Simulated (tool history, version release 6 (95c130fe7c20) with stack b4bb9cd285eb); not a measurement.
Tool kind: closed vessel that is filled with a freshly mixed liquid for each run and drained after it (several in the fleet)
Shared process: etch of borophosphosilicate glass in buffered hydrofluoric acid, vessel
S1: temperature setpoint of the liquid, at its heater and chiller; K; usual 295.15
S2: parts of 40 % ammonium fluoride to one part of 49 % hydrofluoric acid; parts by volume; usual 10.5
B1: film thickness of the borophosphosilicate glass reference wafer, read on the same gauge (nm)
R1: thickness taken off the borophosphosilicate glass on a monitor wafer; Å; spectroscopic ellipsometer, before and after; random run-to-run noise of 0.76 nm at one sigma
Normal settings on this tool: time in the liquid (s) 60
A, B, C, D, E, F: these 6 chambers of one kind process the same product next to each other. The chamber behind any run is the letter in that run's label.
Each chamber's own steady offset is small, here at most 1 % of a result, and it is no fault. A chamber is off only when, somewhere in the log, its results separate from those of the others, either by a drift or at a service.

Run 1C, hour 5.2: usual settings; B1 149.97. Result: R1 1543.2 Å.
Run 2F, hour 10.1: usual settings; B1 150.01. Result: R1 1537.4 Å.
Run 3D, hour 14.3: usual settings; B1 150. Result: R1 1546.9 Å.
Run 4B, hour 19.3: usual settings; B1 150.01. Result: R1 1556.8 Å.
Run 5A, hour 25.9: usual settings; B1 149.98. Result: R1 1535.7 Å.
Run 6E, hour 34.6: usual settings but time in the liquid (s) 75; B1 149.98. Result: R1 1947.5 Å.
Run 7D, hour 40.3: usual settings but time in the liquid (s) 75; B1 150. Result: R1 1933.2 Å.
Run 8A, hour 45.4: usual settings but time in the liquid (s) 75; B1 150. Result: R1 1929.8 Å.
Run 9C, hour 53.4: usual settings but time in the liquid (s) 75; B1 149.99. Result: R1 1915.1 Å.
Run 10E, hour 58.4: usual settings but time in the liquid (s) 75; B1 150.01. Result: R1 1954.5 Å.
Run 11B, hour 67.1: usual settings but time in the liquid (s) 75; B1 150.01. Result: R1 1940.3 Å.
Run 12F, hour 71: usual settings; B1 150. Result: R1 1514.8 Å.
Run 13E, hour 79.4: usual settings; B1 150. Result: R1 1567.6 Å.
Run 14A, hour 87.7: usual settings; B1 149.99. Result: R1 1540.9 Å.
Run 15D, hour 94: usual settings; B1 149.99. Result: R1 1531.2 Å.
Run 16F, hour 99.6: usual settings; B1 150. Result: R1 1521.4 Å.
Run 17B, hour 105.2: usual settings but S1 291.15 K, S2 9 parts by volume; B1 149.99. Result: R1 1403.7 Å.
Run 18C, hour 109.9: usual settings but S1 291.15 K, S2 9 parts by volume; B1 150. Result: R1 1381.8 Å.
Run 19E, hour 113.8: usual settings but S1 291.15 K, S2 9 parts by volume; B1 149.96. Result: R1 1401.7 Å.
Run 20F, hour 119.8: usual settings but S1 291.15 K, S2 9 parts by volume; B1 150.01. Result: R1 1379 Å.
Run 21D, hour 123.7: usual settings but S1 291.15 K, S2 9 parts by volume; B1 150. Result: R1 1380.9 Å.
Run 22A, hour 130.1: usual settings but S1 291.15 K, S2 9 parts by volume; B1 150.02. Result: R1 1385.4 Å.
Run 23C, hour 135.5: usual settings; B1 149.97. Result: R1 1536 Å.
Run 24B, hour 140.1: usual settings; B1 149.99. Result: R1 1545.7 Å.
Run 25F, hour 145.6: usual settings; B1 150.02. Result: R1 1533.6 Å.
Run 26B, hour 150.5: usual settings; B1 150.01. Result: R1 1539 Å.
Run 27A, hour 157.1: usual settings; B1 150. Result: R1 1553.6 Å.
Run 28E, hour 163.2: usual settings; B1 149.99. Result: R1 1553.8 Å.
Run 29C, hour 168.4: usual settings; B1 150. Result: R1 1534.1 Å.
At hour 173.8: chamber B: hydrofluoric acid flow meter replaced.
Run 30D, hour 174.9: usual settings; B1 150. Result: R1 1550.8 Å.
Run 31D, hour 183: usual settings; B1 149.99. Result: R1 1533.4 Å.
Run 32F, hour 187.4: usual settings; B1 149.98. Result: R1 1527.4 Å.
Run 33B, hour 191.5: usual settings but S2 7.5 parts by volume; B1 150.01. Result: R1 2116.6 Å.
At hour 193.8: chamber D: hydrofluoric acid flow meter replaced.
Run 34E, hour 199.7: usual settings but S2 7.5 parts by volume; B1 150.02. Result: R1 2126.7 Å.
Run 35C, hour 205.3: usual settings but S2 7.5 parts by volume; B1 149.98. Result: R1 2135.4 Å.
Run 36A, hour 211.7: usual settings but S2 7.5 parts by volume; B1 149.99. Result: R1 2139.9 Å.
Run 37C, hour 218.9: usual settings but S2 7.5 parts by volume; B1 149.99. Result: R1 2152.8 Å.
Run 38B, hour 224.5: usual settings but S2 7.5 parts by volume; B1 150.02. Result: R1 2129.3 Å.
Run 39D, hour 232: usual settings; B1 150.01. Result: R1 1552.6 Å.
Run 40E, hour 236.6: usual settings but time in the liquid (s) 40; B1 149.99. Result: R1 1031.6 Å.
Run 41F, hour 242.1: usual settings but time in the liquid (s) 40; B1 150.01. Result: R1 1020.6 Å.
Run 42A, hour 247.7: usual settings but time in the liquid (s) 40; B1 150.01. Result: R1 1030.8 Å.

The same settings go to every chamber for the next run, one line per chamber below. Forecast the results for each:
Run 43A, hour 254.2: usual settings. Result: R1 ?.
Run 43B, hour 254.2: usual settings. Result: R1 ?.
Run 43C, hour 254.2: usual settings. Result: R1 ?.
Run 43D, hour 254.2: usual settings. Result: R1 ?.
Run 43E, hour 254.2: usual settings. Result: R1 ?.
Run 43F, hour 254.2: usual settings. Result: R1 ?.

run      R1
43A  1542.3
43B  1542.1
43C    1531
43D  1545.5
43E  1539.2
43F  1517.3
